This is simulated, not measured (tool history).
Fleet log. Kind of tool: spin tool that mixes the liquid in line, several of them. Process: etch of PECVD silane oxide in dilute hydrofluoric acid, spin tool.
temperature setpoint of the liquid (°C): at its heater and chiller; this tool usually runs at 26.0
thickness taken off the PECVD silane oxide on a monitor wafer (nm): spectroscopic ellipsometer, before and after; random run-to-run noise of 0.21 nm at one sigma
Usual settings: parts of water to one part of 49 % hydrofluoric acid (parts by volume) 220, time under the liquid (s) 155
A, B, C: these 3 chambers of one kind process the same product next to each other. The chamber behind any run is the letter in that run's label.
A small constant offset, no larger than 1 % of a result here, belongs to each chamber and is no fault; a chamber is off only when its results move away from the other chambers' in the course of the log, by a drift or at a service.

run	day	temperature setpoint of the liquid (°C)	parts of water to one part of 49 % hydrofluoric acid (parts by volume)	time under the liquid (s)	read-back film thickness of the PECVD silane oxide reference wafer, read on the same gauge (nm)	thickness taken off the PECVD silane oxide on a monitor wafer (nm)
1B	0.292	26.0	220	155	70.030	32.826
2C	0.596	26.0	220	155	69.993	33.447
3A	0.962	26.0	220	155	69.946	33.596
4A	1.221	26.0	220	155	69.993	33.114
5B	1.421	26.0	220	155	70.018	33.197
6C	1.733	21.5	220	155	70.002	28.059
7A	2.108	21.5	220	155	69.941	28.151
8B	2.446	21.5	220	155	69.973	28.067
9C	2.742	26.0	220	155	70.021	33.002
10C	2.967	26.0	220	155	70.007	33.090
11B	3.329	26.0	220	155	69.998	32.847
12A	3.592	26.0	220	155	70.019	33.334
13C	3.967	26.0	220	155	69.980	33.314
14B	4.375	29.5	285	155	70.026	26.899
15A	4.596	29.5	285	155	70.007	26.988
16A	5.042	29.5	285	155	70.069	26.836
17B	5.296	26.0	220	155	69.978	33.101
18C	5.588	26.0	220	155	70.029	33.554
19C	6.029	26.0	220	155	69.988	33.324
20B	6.288	26.0	220	155	70.030	33.015
21A	6.667	28.5	220	245	69.973	57.731
22C	6.988	28.5	220	245	69.992	56.955
23A	7.354	28.5	220	245	70.033	58.411
24B	7.554	26.0	220	155	70.050	33.379
25B	7.762	29.5	160	155	70.027	54.877
26C	7.988	29.5	160	155	70.019	55.007
27A	8.412	29.5	160	155	69.986	56.467
28B	8.662	26.0	220	155	69.993	32.733
29C	9.012	26.0	220	155	69.996	33.321
30A	9.442	26.0	220	155	69.991	33.062
31B	9.833	26.0	220	155	70.027	33.149
32A	10.275	26.0	220	155	70.061	33.479

Next, every chamber runs the same settings. What will each give?
33A	10.592	26.0	275	155		?
33B	10.592	26.0	275	155		?
33C	10.592	26.0	275	155		?

run	thickness taken off the PECVD silane oxide on a monitor wafer (nm)
33A	25.071
33B	24.565
33C	25.148

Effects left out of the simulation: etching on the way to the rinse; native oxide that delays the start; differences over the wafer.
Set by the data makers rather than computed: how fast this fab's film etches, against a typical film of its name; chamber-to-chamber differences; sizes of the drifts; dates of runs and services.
